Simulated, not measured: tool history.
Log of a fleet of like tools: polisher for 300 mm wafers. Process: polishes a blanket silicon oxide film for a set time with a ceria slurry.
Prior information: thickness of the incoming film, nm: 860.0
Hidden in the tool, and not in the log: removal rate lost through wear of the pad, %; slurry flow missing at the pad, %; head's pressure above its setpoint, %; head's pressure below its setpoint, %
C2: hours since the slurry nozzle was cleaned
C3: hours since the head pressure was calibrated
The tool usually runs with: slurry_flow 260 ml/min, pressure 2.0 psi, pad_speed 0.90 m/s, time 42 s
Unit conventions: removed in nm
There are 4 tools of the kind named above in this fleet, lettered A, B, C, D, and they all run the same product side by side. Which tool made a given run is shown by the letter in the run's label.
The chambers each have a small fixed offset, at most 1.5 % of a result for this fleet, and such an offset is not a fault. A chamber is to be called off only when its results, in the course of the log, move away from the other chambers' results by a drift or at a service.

At day 0.021: chamber C: worn pad replaced by a new one.
Run 1A, day 0.283: usual settings; wafers polished on this pad 349; C2 110.5; C3 321.9. Result: removed 117.390 nm.
Run 2D, day 0.638: usual settings; wafers polished on this pad 688; C2 412.2; C3 1044.1. Result: removed 115.500 nm.
Run 3B, day 0.854: usual settings; wafers polished on this pad 984; C2 226.0; C3 631.1. Result: removed 119.500 nm.
Run 4C, day 1.188: usual settings; wafers polished on this pad 448; C2 273.2; C3 245.7. Result: removed 116.210 nm.
Run 5D, day 1.512: usual settings; wafers polished on this pad 1024; C2 433.2; C3 1065.1. Result: removed 114.470 nm.
Run 6B, day 1.946: usual settings; wafers polished on this pad 1403; C2 252.2; C3 657.3. Result: removed 116.750 nm.
At day 2.138: chamber B: head pressure recalibrated.
Run 7C, day 2.292: usual settings; wafers polished on this pad 872; C2 299.7; C3 272.2. Result: removed 114.400 nm.
Run 8A, day 2.517: usual settings; wafers polished on this pad 1207; C2 164.1; C3 375.5. Result: removed 115.560 nm.
At day 2.558: chamber B: worn pad replaced by a new one.
Run 9A, day 2.946: usual settings; wafers polished on this pad 1371; C2 174.4; C3 385.8. Result: removed 115.650 nm.
At day 3.250: chamber C: slurry nozzle cleaned.
At day 3.275: chamber A: worn pad replaced by a new one.
Run 10B, day 3.362: usual settings but time 37 s; wafers polished on this pad 310; C2 286.2; C3 29.4. Result: removed 104.410 nm.
Run 11D, day 3.588: usual settings but time 37 s; wafers polished on this pad 1821; C2 483.0; C3 1114.9. Result: removed 98.911 nm.
At day 3.833: chamber C: worn pad replaced by a new one.
Run 12C, day 3.896: usual settings but time 37 s; wafers polished on this pad 24; C2 15.6; C3 310.7. Result: removed 102.150 nm.
Run 13D, day 4.200: usual settings but time 37 s; wafers polished on this pad 2057; C2 497.7; C3 1129.6. Result: removed 100.360 nm.
Run 14B, day 4.562: usual settings; wafers polished on this pad 771; C2 315.0; C3 58.2. Result: removed 114.670 nm.
Run 15A, day 4.783: usual settings; wafers polished on this pad 580; C2 218.5; C3 429.9. Result: removed 115.470 nm.
Run 16C, day 5.146: usual settings; wafers polished on this pad 504; C2 45.6; C3 340.7. Result: removed 115.230 nm.
Run 17A, day 5.375: usual settings; wafers polished on this pad 807; C2 232.7; C3 444.1. Result: removed 117.870 nm.
Run 18D, day 5.650: usual settings; wafers polished on this pad 2614; C2 532.5; C3 1164.4. Result: removed 111.400 nm.
At day 5.896: chamber B: worn pad replaced by a new one.
Run 19C, day 6.025: usual settings; wafers polished on this pad 842; C2 66.7; C3 361.8. Result: removed 117.130 nm.
Run 20B, day 6.442: usual settings but time 32 s; wafers polished on this pad 211; C2 360.1; C3 103.3. Result: removed 89.345 nm.
Run 21D, day 6.675: usual settings but time 32 s; wafers polished on this pad 3007; C2 557.1; C3 1189.0. Result: removed 82.731 nm.
At day 7.004: chamber A: worn pad replaced by a new one.
At day 7.050: chamber C: worn pad replaced by a new one.
Run 22B, day 7.050: usual settings but time 32 s; wafers polished on this pad 444; C2 374.7; C3 117.9. Result: removed 88.222 nm.
Run 23A, day 7.362: usual settings but time 32 s; wafers polished on this pad 138; C2 280.4; C3 491.8. Result: removed 89.962 nm.
Run 24C, day 7.725: usual settings; wafers polished on this pad 260; C2 107.5; C3 402.6. Result: removed 114.990 nm.
Run 25D, day 8.171: usual settings but slurry_flow 200 ml/min, time 54 s; wafers polished on this pad 3582; C2 593.0; C3 1224.9. Result: removed 138.640 nm.
Run 26A, day 8.388: usual settings but slurry_flow 200 ml/min, time 54 s; wafers polished on this pad 532; C2 305.0; C3 516.4. Result: removed 147.180 nm.
Run 27C, day 8.825: usual settings but slurry_flow 200 ml/min, time 54 s; wafers polished on this pad 683; C2 133.9; C3 429.0. Result: removed 145.340 nm.
Run 28B, day 9.262: usual settings but slurry_flow 200 ml/min, time 54 s; wafers polished on this pad 1294; C2 427.8; C3 171.0. Result: removed 148.880 nm.
At day 9.471: chamber B: worn pad replaced by a new one.
Run 29B, day 9.633: usual settings; wafers polished on this pad 63; C2 436.7; C3 179.9. Result: removed 113.760 nm.
Run 30A, day 9.846: usual settings but pressure 2.6 psi, pad_speed 1.02 m/s; wafers polished on this pad 1092; C2 340.0; C3 551.4. Result: removed 171.050 nm.
At day 10.138: chamber A: worn pad replaced by a new one.
Run 31D, day 10.175: usual settings but pressure 2.6 psi, pad_speed 1.02 m/s; wafers polished on this pad 4352; C2 641.1; C3 1273.0. Result: removed 161.120 nm.
Run 32C, day 10.625: usual settings but pressure 2.6 psi, pad_speed 1.02 m/s; wafers polished on this pad 1374; C2 177.1; C3 472.2. Result: removed 171.160 nm.
Run 33A, day 10.871: usual settings but pressure 2.6 psi, pad_speed 1.02 m/s; wafers polished on this pad 282; C2 364.6; C3 576.0. Result: removed 172.330 nm.
At day 10.904: chamber C: worn pad replaced by a new one.
At day 11.083: chamber A: slurry nozzle cleaned.
Run 34C, day 11.204: usual settings; wafers polished on this pad 115; C2 191.0; C3 486.1. Result: removed 117.170 nm.
Run 35D, day 11.596: usual settings; wafers polished on this pad 4897; C2 675.2; C3 1307.1. Result: removed 106.680 nm.
Run 36B, day 11.933: usual settings; wafers polished on this pad 947; C2 491.9; C3 235.1. Result: removed 115.300 nm.
Run 37A, day 12.296: usual settings but slurry_flow 295 ml/min, pad_speed 1.14 m/s; wafers polished on this pad 829; C2 29.2; C3 610.2. Result: removed 151.470 nm.
Run 38B, day 12.696: usual settings but slurry_flow 295 ml/min, pad_speed 1.14 m/s; wafers polished on this pad 1240; C2 510.2; C3 253.4. Result: removed 149.320 nm.
Run 39D, day 13.075: usual settings but slurry_flow 295 ml/min, pad_speed 1.14 m/s; wafers polished on this pad 5465; C2 710.7; C3 1342.6. Result: removed 134.230 nm.

Each of the 4 chambers runs these same settings next. Fill in every chamber's results:
Run 40A, day 13.404: usual settings. Result: removed ?.
Run 40B, day 13.404: usual settings. Result: removed ?.
Run 40C, day 13.404: usual settings. Result: removed ?.
Run 40D, day 13.404: usual settings. Result: removed ?.

run  removed
40A  117.880
40B  118.750
40C  116.140
40D  105.320
